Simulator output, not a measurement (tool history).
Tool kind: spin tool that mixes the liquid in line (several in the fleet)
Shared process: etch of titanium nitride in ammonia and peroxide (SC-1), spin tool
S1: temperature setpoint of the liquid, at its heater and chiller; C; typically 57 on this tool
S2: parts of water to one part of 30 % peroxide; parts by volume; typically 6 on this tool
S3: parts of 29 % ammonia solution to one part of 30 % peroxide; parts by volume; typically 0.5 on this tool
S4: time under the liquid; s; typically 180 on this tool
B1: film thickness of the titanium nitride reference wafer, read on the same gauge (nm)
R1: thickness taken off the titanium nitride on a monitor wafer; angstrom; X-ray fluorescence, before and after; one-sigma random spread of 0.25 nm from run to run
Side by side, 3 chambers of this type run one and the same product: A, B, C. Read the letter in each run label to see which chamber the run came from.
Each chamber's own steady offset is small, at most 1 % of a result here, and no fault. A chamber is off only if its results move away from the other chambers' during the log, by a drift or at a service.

run	hour	S1	S2	S3	S4	B1	R1
# hour 0.9: chamber C: thermometer replaced
1B	8.3	57	6	0.5	180	30.017	289.59
2C	21.6	57	6	0.5	180	30.017	293.76
3A	32.8	57	6	0.5	180	29.998	295.02
4C	43.5	57	6	0.5	180	30.005	296.76
5B	50.5	57	6	0.5	180	29.99	291.26
6A	61.8	57	6	0.5	180	29.985	297.97
7A	69.4	66.5	6	0.5	180	30.006	541.39
8C	76.9	66.5	6	0.5	180	30.008	539.53
# hour 80.4: chamber A: new drum of ammonia solution connected
9B	88	66.5	6	0.5	180	30.005	548.84
10B	100.3	57	6	0.5	180	30.007	292.09
11C	106.9	57	6	0.5	180	30.003	294.08
12A	116.1	57	6	0.5	180	29.999	297.84
13B	126.9	57	6	0.5	180	30.002	288.26
14C	134.8	57	6	0.5	180	30.018	293.49
15A	141.8	57	6	0.5	180	30.007	299.36
16C	150.1	57	6	0.5	180	30.005	294.17
# hour 158.8: chamber B: thermometer replaced
17B	161.8	57	6	0.5	180	29.999	289.58
18A	171.4	57	6	0.5	180	30.011	301.57
19C	179.7	57	6	0.5	180	30	287.92
# hour 183.7: chamber B: heated supply line repaired
20B	192	50.5	6	0.65	180	29.985	193.53
21A	198.1	50.5	6	0.65	180	29.99	201.97
22C	209.2	50.5	6	0.65	180	29.994	193.96
# hour 214.7: chamber A: ammonia flow meter replaced
23B	215.2	57	6	0.5	180	29.988	290.5
24A	221.6	57	6	0.5	180	29.988	303.26
# hour 227: chamber C: new drum of ammonia solution connected
25C	234	57	6	0.5	180	30.005	292.65
26A	244.3	57	6	0.5	180	30.004	307.3
27B	250.3	57	6	0.5	180	29.998	293.44
28C	262.2	57	6	0.5	180	29.999	293.73

Next, every chamber runs the same settings. What will each give?
29A	271.8	57	6	0.5	180		?
29B	271.8	57	6	0.5	180		?
29C	271.8	57	6	0.5	180		?

run	R1
29A	308.63
29B	287.92
29C	294.17
